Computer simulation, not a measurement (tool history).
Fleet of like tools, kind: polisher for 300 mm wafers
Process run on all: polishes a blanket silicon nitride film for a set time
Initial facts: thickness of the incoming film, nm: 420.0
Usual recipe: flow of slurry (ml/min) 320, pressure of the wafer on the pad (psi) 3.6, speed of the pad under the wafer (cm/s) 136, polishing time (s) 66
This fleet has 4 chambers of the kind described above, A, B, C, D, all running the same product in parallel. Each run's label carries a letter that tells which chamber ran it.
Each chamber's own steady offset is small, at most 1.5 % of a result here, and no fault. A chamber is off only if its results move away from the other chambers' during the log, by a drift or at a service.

run,hour,flow of slurry (ml/min),pressure of the wafer on the pad (psi),speed of the pad under the wafer (cm/s),polishing time (s),wafers polished on this pad,hours since the slurry nozzle was cleaned,hours since the head pressure was calibrated,film removed (angstrom)
1B,8.7,320,3.6,136,66,425,71.2,166.7,1331.1
2C,13.2,320,3.6,136,66,949,97.4,397.7,1335.5
3D,20.7,320,3.6,136,66,296,140.8,187.1,1302.5
4A,29.8,320,3.6,136,66,479,453.8,1406.7,1303.5
5B,34.9,320,3.6,136,66,645,97.4,192.9,1326.4
6A,43.3,320,3.6,136,66,592,467.3,1420.2,1315.4
# hour 48.6: chamber A: head pressure recalibrated
7D,52,320,3.6,136,66,558,172.1,218.4,1311.6
# hour 52.5: chamber C: worn pad replaced by a new one
8C,59.4,320,3.6,136,66,58,143.6,443.9,1336.8
9D,65.2,320,3.6,136,66,668,185.3,231.6,1312.3
# hour 67.8: chamber D: slurry nozzle cleaned
# hour 73.1: chamber A: worn pad replaced by a new one
10B,74.2,320,3.6,136,66,974,136.7,232.2,1316.1
11C,78.7,320,3.6,136,66,219,162.9,463.2,1347.3
12A,83.8,320,3.6,136,66,89,507.8,35.3,1315.7
13A,92.1,235,3.6,136,47,159,516.1,43.6,911.99
14C,97.1,235,3.6,136,47,373,181.3,481.6,924.25
15B,106.2,235,3.6,136,47,1242,168.7,264.2,893.75
# hour 110.5: chamber D: worn pad replaced by a new one
16D,112.1,235,3.6,136,47,13,44.4,278.5,918.79
17D,118.5,320,3.6,136,66,66,50.8,284.9,1303
18C,127.2,275,2.6,136,66,625,211.4,511.7,948.75
19A,132.9,275,2.6,136,66,501,556.9,84.4,946.94
20B,138.8,275,2.6,136,66,1515,201.3,296.8,925.61
21C,147.5,275,2.6,136,66,795,231.7,532,946.77
22D,156.9,320,2.4,136,66,388,89.2,323.3,861.94
23A,162.3,320,2.4,136,66,747,586.3,113.8,876.33
24B,170.4,320,2.4,136,66,1779,232.9,328.4,869.54
# hour 176.2: chamber A: worn pad replaced by a new one
# hour 178.3: chamber C: worn pad replaced by a new one
25B,179.6,320,2.4,136,66,1856,242.1,337.6,848.35
26D,188.6,320,3.6,136,66,653,120.9,355,1300.9
# hour 189.3: chamber A: slurry nozzle cleaned
27A,193.2,320,3.6,136,66,142,3.9,144.7,1310.3
28C,202.7,320,3.6,98,66,204,286.9,587.2,1019.2
29D,211.5,320,3.6,98,66,845,143.8,377.9,995.91
30B,220.3,320,3.6,98,66,2197,282.8,378.3,989.42
31C,227,320,3.6,98,66,407,311.2,611.5,1037
32A,233.2,320,3.6,136,66,477,43.9,184.7,1315.7

Does one chamber stand apart from the rest, does the shared gauge drift, or is all well apart from small per-chamber offsets? Give the chamber and the most likely cause, where there is one.

Little by little, chamber B moves away from the other chambers.
What lies behind it: removal rate lost through wear of the pad, % = 3.9.
With only this log, it may be confused with: slurry flow missing at the pad, %; head's pressure below its setpoint, %.

Which of the 4 candidates below, each the usual settings with something changed and its results left as question marks, puts chamber B back in line with what the other chambers give on the usual settings?
In-line tolerance around the mean of the other chambers on the usual settings: film removed (angstrom) 34
33B-1,240.3,320,3.6,136,64,,,,?
33B-2,240.3,320,3.8,142,66,,,,?
33B-3,240.3,320,3.6,138,67,,,,?
33B-4,240.3,320,3.5,132,64,,,,?

The other chambers' mean on the usual settings: film removed (angstrom) 1319.7
run,film removed (angstrom)
33B-1,1229.3
33B-2,1385.2
33B-3,1301.9
33B-4,1166.9
33B-3 brings the chamber back in line.
